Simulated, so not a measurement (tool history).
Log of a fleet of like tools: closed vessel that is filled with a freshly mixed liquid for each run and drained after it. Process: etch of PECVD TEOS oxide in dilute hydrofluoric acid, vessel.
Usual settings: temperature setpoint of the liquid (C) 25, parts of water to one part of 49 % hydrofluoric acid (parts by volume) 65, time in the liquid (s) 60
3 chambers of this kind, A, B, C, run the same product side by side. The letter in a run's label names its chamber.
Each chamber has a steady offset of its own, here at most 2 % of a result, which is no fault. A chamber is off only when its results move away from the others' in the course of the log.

run	hour	temperature setpoint of the liquid (C)	parts of water to one part of 49 % hydrofluoric acid (parts by volume)	time in the liquid (s)	hours since the thermometer was replaced	hours since the hydrofluoric acid flow meter was replaced	read-back film thickness of the PECVD TEOS oxide reference wafer, read on the same gauge (nm)	thickness taken off the PECVD TEOS oxide on a monitor wafer (angstrom)
1C	7	25	65	60	2238.6	254.9	129.99	209.4
2B	15.4	25	65	60	235.4	30.7	130.01	206.79
3A	24.1	25	65	60	126.2	1246.6	130	204.37
4A	32.9	25	65	60	135	1255.4	129.96	204.6
5B	41.6	25	65	60	261.6	56.9	130.01	206.29
6C	45.6	25	65	60	2277.2	293.5	130	210.71
7B	54.3	25	65	60	274.3	69.6	130.02	206.39
8C	59.6	25	65	60	2291.2	307.5	129.97	211.09
# hour 64.2: chamber A: hydrofluoric acid flow meter replaced
9A	66.5	25	65	60	168.6	2.3	130.01	204.66
10C	70.8	21.5	75	60	2302.4	318.7	130	155.15
11B	75.1	21.5	75	60	295.1	90.4	129.98	152.91
12A	81.4	21.5	75	60	183.5	17.2	130.02	151.29
13C	88.9	25	65	60	2320.5	336.8	129.95	211.17
14B	97.2	25	65	60	317.2	112.5	129.98	208.3
15A	101.8	25	65	60	203.9	37.6	130	202.87
16C	106.4	25	65	60	2338	354.3	130.02	211.69
17A	112.8	25	65	60	214.9	48.6	130	201.65
18B	117.3	23.5	65	50	337.3	132.6	129.99	162.93
19A	126.1	23.5	65	50	228.2	61.9	130.01	161.24
20B	132	23.5	65	50	352	147.3	129.97	161.52
21C	138.2	25	65	60	2369.8	386.1	129.99	211.48
22C	143.3	25	45	75	2374.9	391.2	129.99	394.17
23B	148.5	25	45	75	368.5	163.8	129.99	387.73
24A	153.1	25	45	75	255.2	88.9	130	376.97
25A	161.8	25	65	60	263.9	97.6	130.04	202.02
26C	165.8	25	65	60	2397.4	413.7	130.02	211.61
27B	170.9	25	65	60	390.9	186.2	130.03	204.82
28B	175.7	25	65	60	395.7	191	129.99	207.42
29C	184.1	25	65	60	2415.7	432	130.02	209.4
30A	191.6	25	65	60	293.7	127.4	129.98	203.11
31A	199.6	25	65	60	301.7	135.4	130.01	205.12
32B	205.7	25	65	60	425.7	221	130.01	205.75
33C	210.1	25	65	60	2441.7	458	130.03	214.52
34C	217.2	25	45	60	2448.8	465.1	130	312.07
35B	224	25	45	60	444	239.3	129.99	306.65
36A	229.3	25	45	60	331.4	165.1	130.02	304.91
37C	235.6	25	65	60	2467.2	483.5	129.99	210.75

Next, every chamber runs the same settings. What will each give?
38A	242	21	65	60				?
38B	242	21	65	60				?
38C	242	21	65	60				?

run	thickness taken off the PECVD TEOS oxide on a monitor wafer (angstrom)
38A	173.5
38B	176.08
38C	179.41
